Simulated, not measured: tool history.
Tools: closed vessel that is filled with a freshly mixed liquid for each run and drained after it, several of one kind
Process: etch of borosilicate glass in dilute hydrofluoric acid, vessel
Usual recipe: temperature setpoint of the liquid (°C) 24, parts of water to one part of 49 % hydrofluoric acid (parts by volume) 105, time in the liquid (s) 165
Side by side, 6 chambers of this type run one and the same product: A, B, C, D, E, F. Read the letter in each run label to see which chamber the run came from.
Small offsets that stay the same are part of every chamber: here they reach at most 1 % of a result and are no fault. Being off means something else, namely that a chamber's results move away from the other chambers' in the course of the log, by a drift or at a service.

run	hour	temperature setpoint of the liquid (°C)	parts of water to one part of 49 % hydrofluoric acid (parts by volume)	time in the liquid (s)	read-back film thickness of the borosilicate glass reference wafer, read on the same gauge (nm)	thickness taken off the borosilicate glass on a monitor wafer (Å)
1A	9.3	24	105	165	109.98	450.15
2D	15.9	24	105	165	109.98	444.98
3F	25.6	24	105	165	110	452.7
4C	35.8	24	105	165	110.02	444.02
5E	42.7	24	105	165	110.04	444.67
6B	49	26.5	105	135	110	400.2
7B	55.9	26.5	105	135	109.99	406.54
8F	65.2	26.5	105	135	109.96	402.64
9E	74.1	26.5	105	135	109.96	401.01
10D	85.4	26.5	105	135	110.02	403.27
# hour 88.2: chamber C: hydrofluoric acid flow meter replaced
11C	95.6	26.5	105	135	109.99	403.87
12A	103.4	24	105	165	109.97	446.84
13A	112.6	24	105	165	110	447.76
14F	122.5	24	105	165	110	450.66
15B	129.2	24	105	165	109.99	450.03
16C	140.4	24	105	165	109.99	442.47
17E	147.5	24	105	165	109.99	447.11
18D	154.9	24	105	165	109.98	446.87
19A	161.7	24	105	165	110.04	449.44
20D	168.5	24	105	165	110.02	448.33
21F	178.3	24	105	165	109.99	444.53
22E	184.3	22	105	165	109.99	414.7
23C	195.7	22	105	165	109.97	413.02
24B	203.3	22	105	165	110.03	411.88
25D	213	22	105	165	109.96	412.99
26C	220	22	105	165	109.98	413.22
27A	231.9	22	105	165	109.96	415.07
28E	242.7	24	105	165	110.02	456.83
29F	251.9	24	105	165	110.01	450.53
30B	263.9	24	105	165	109.97	442.24
31A	271.8	24	105	165	110.06	450.95
32E	278.5	24	105	165	109.99	467.92
33C	284	24	105	165	110.02	443.93
34B	290.7	24	105	165	110.04	447.03
35F	299.1	24	105	165	110	448.18
36D	304.7	24	105	165	110.03	450.31
37F	313.6	24	105	165	109.98	446.23
38D	325	24	145	165	110.02	311.33
39E	331.1	24	145	165	109.99	321.03

What goes on in this fleet: one chamber off, a drifting gauge, or nothing beyond the chambers' own small offsets? Name the chamber and the cause, if any.

Chamber E drifts away from the others.
Cause: liquid hotter than its thermometer reads (K) = 1.59.
With only this log, it may be confused with: hydrofluoric acid flow above the setpoint (%).

Below are 4 candidate recipes for chamber E's next run, each the usual settings with a change, their results shown as question marks. Which of them brings E's results back in line with what the other chambers give on the usual settings?
Allowed miss from the other chambers' usual-settings mean, per result, to count as in line: thickness taken off the borosilicate glass on a monitor wafer (Å) 11
40E-1	339.8	23.5	105	165		?
40E-2	339.8	24	105	155		?
40E-3	339.8	24.5	105	165		?
40E-4	339.8	24	105	175		?

Mean of the other chambers on the usual settings: thickness taken off the borosilicate glass on a monitor wafer (Å) 446.53
run	thickness taken off the borosilicate glass on a monitor wafer (Å)
40E-1	464.32
40E-2	444.76
40E-3	482.92
40E-4	502.15
40E-2 brings the chamber back in line.

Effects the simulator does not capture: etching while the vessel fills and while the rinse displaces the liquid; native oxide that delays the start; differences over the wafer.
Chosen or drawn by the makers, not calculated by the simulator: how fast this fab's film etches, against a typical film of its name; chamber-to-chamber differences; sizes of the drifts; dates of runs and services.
